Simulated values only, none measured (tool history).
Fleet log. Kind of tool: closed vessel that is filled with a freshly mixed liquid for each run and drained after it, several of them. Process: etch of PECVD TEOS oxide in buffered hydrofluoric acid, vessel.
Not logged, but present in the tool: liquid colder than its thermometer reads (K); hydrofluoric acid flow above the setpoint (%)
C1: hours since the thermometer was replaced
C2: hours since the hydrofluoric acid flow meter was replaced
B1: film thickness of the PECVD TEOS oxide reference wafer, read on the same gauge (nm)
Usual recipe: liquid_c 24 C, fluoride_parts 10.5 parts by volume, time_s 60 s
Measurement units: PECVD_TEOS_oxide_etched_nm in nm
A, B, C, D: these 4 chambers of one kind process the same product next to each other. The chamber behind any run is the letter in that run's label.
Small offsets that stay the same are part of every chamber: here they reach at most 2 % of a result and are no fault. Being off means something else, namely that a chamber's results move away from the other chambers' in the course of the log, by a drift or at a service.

{"run": "1D", "hour": 7.8, "liquid_c": 24, "fluoride_parts": 10.5, "time_s": 60, "C1": 714.7, "C2": 461.8, "B1": 79.944, "PECVD_TEOS_oxide_etched_nm": 123.2}
{"run": "2C", "hour": 16.9, "liquid_c": 24, "fluoride_parts": 10.5, "time_s": 60, "C1": 60.8, "C2": 862.9, "B1": 80.027, "PECVD_TEOS_oxide_etched_nm": 125.52}
{"run": "3B", "hour": 26.9, "liquid_c": 24, "fluoride_parts": 10.5, "time_s": 60, "C1": 614.1, "C2": 799.3, "B1": 80.004, "PECVD_TEOS_oxide_etched_nm": 128.28}
{"run": "4A", "hour": 35.4, "liquid_c": 24, "fluoride_parts": 10.5, "time_s": 60, "C1": 569.4, "C2": 1059.3, "B1": 79.949, "PECVD_TEOS_oxide_etched_nm": 127.66}
{"run": "5C", "hour": 44.5, "liquid_c": 24, "fluoride_parts": 10.5, "time_s": 60, "C1": 88.4, "C2": 890.5, "B1": 79.989, "PECVD_TEOS_oxide_etched_nm": 125.94}
{"run": "6A", "hour": 56.9, "liquid_c": 24, "fluoride_parts": 10.5, "time_s": 60, "C1": 590.9, "C2": 1080.8, "B1": 80.032, "PECVD_TEOS_oxide_etched_nm": 126.43}
{"run": "7B", "hour": 64.8, "liquid_c": 24, "fluoride_parts": 10.5, "time_s": 60, "C1": 652, "C2": 837.2, "B1": 79.999, "PECVD_TEOS_oxide_etched_nm": 130.43}
{"run": "8D", "hour": 74.7, "liquid_c": 28, "fluoride_parts": 10.5, "time_s": 40, "C1": 781.6, "C2": 528.7, "B1": 79.993, "PECVD_TEOS_oxide_etched_nm": 103.95}
{"run": "9B", "hour": 88.6, "liquid_c": 28, "fluoride_parts": 10.5, "time_s": 40, "C1": 675.8, "C2": 861, "B1": 79.951, "PECVD_TEOS_oxide_etched_nm": 106.34}
{"run": "10C", "hour": 100.0, "liquid_c": 28, "fluoride_parts": 10.5, "time_s": 40, "C1": 143.9, "C2": 946, "B1": 79.968, "PECVD_TEOS_oxide_etched_nm": 104.78}
{"run": "11D", "hour": 106.7, "liquid_c": 28, "fluoride_parts": 10.5, "time_s": 40, "C1": 813.6, "C2": 560.7, "B1": 79.983, "PECVD_TEOS_oxide_etched_nm": 104.02}
{"run": "12A", "hour": 120.9, "liquid_c": 24, "fluoride_parts": 10.5, "time_s": 60, "C1": 654.9, "C2": 1144.8, "B1": 79.938, "PECVD_TEOS_oxide_etched_nm": 127.44}
{"run": "13B", "hour": 130.0, "liquid_c": 24, "fluoride_parts": 10.5, "time_s": 60, "C1": 717.2, "C2": 902.4, "B1": 79.945, "PECVD_TEOS_oxide_etched_nm": 129.39}
{"run": "14D", "hour": 140.2, "liquid_c": 26, "fluoride_parts": 13, "time_s": 60, "C1": 847.1, "C2": 594.2, "B1": 80.028, "PECVD_TEOS_oxide_etched_nm": 113.5}
{"run": "15A", "hour": 150.7, "liquid_c": 26, "fluoride_parts": 13, "time_s": 60, "C1": 684.7, "C2": 1174.6, "B1": 79.988, "PECVD_TEOS_oxide_etched_nm": 113.05}
{"run": "16C", "hour": 161.6, "liquid_c": 26, "fluoride_parts": 13, "time_s": 60, "C1": 205.5, "C2": 1007.6, "B1": 79.981, "PECVD_TEOS_oxide_etched_nm": 118.96}
{"run": "17C", "hour": 173.0, "liquid_c": 26, "fluoride_parts": 13, "time_s": 60, "C1": 216.9, "C2": 1019, "B1": 79.983, "PECVD_TEOS_oxide_etched_nm": 119.54}
{"run": "18D", "hour": 183.6, "liquid_c": 24, "fluoride_parts": 10.5, "time_s": 60, "C1": 890.5, "C2": 637.6, "B1": 79.999, "PECVD_TEOS_oxide_etched_nm": 124.88}
{"run": "19B", "hour": 193.2, "liquid_c": 24, "fluoride_parts": 10.5, "time_s": 60, "C1": 780.4, "C2": 965.6, "B1": 79.958, "PECVD_TEOS_oxide_etched_nm": 129.78}
{"run": "20A", "hour": 203.5, "liquid_c": 24, "fluoride_parts": 10.5, "time_s": 60, "C1": 737.5, "C2": 1227.4, "B1": 79.968, "PECVD_TEOS_oxide_etched_nm": 124.68}
{"run": "21D", "hour": 212.8, "liquid_c": 24, "fluoride_parts": 10.5, "time_s": 60, "C1": 919.7, "C2": 666.8, "B1": 80.025, "PECVD_TEOS_oxide_etched_nm": 124.28}
{"run": "22A", "hour": 224.2, "liquid_c": 24, "fluoride_parts": 10.5, "time_s": 60, "C1": 758.2, "C2": 1248.1, "B1": 80.053, "PECVD_TEOS_oxide_etched_nm": 127.94}
{"hour": 225.0, "done": "chamber A: hydrofluoric acid flow meter replaced"}
{"run": "23C", "hour": 237.9, "liquid_c": 21.5, "fluoride_parts": 10.5, "time_s": 60, "C1": 281.8, "C2": 1083.9, "B1": 79.99, "PECVD_TEOS_oxide_etched_nm": 118.85}
{"run": "24B", "hour": 252.0, "liquid_c": 21.5, "fluoride_parts": 10.5, "time_s": 60, "C1": 839.2, "C2": 1024.4, "B1": 79.997, "PECVD_TEOS_oxide_etched_nm": 110.97}
{"run": "25A", "hour": 258.2, "liquid_c": 21.5, "fluoride_parts": 10.5, "time_s": 60, "C1": 792.2, "C2": 33.2, "B1": 79.991, "PECVD_TEOS_oxide_etched_nm": 109.82}

Next, all 4 chambers run the settings below, one line each with question marks for the results. What does each chamber give?
{"run": "26A", "hour": 268.6, "liquid_c": 24, "fluoride_parts": 10.5, "time_s": 60, "PECVD_TEOS_oxide_etched_nm": "?"}
{"run": "26B", "hour": 268.6, "liquid_c": 24, "fluoride_parts": 10.5, "time_s": 60, "PECVD_TEOS_oxide_etched_nm": "?"}
{"run": "26C", "hour": 268.6, "liquid_c": 24, "fluoride_parts": 10.5, "time_s": 60, "PECVD_TEOS_oxide_etched_nm": "?"}
{"run": "26D", "hour": 268.6, "liquid_c": 24, "fluoride_parts": 10.5, "time_s": 60, "PECVD_TEOS_oxide_etched_nm": "?"}

run=26A PECVD_TEOS_oxide_etched_nm=127.53
run=26B PECVD_TEOS_oxide_etched_nm=126.94
run=26C PECVD_TEOS_oxide_etched_nm=135.41
run=26D PECVD_TEOS_oxide_etched_nm=126.67
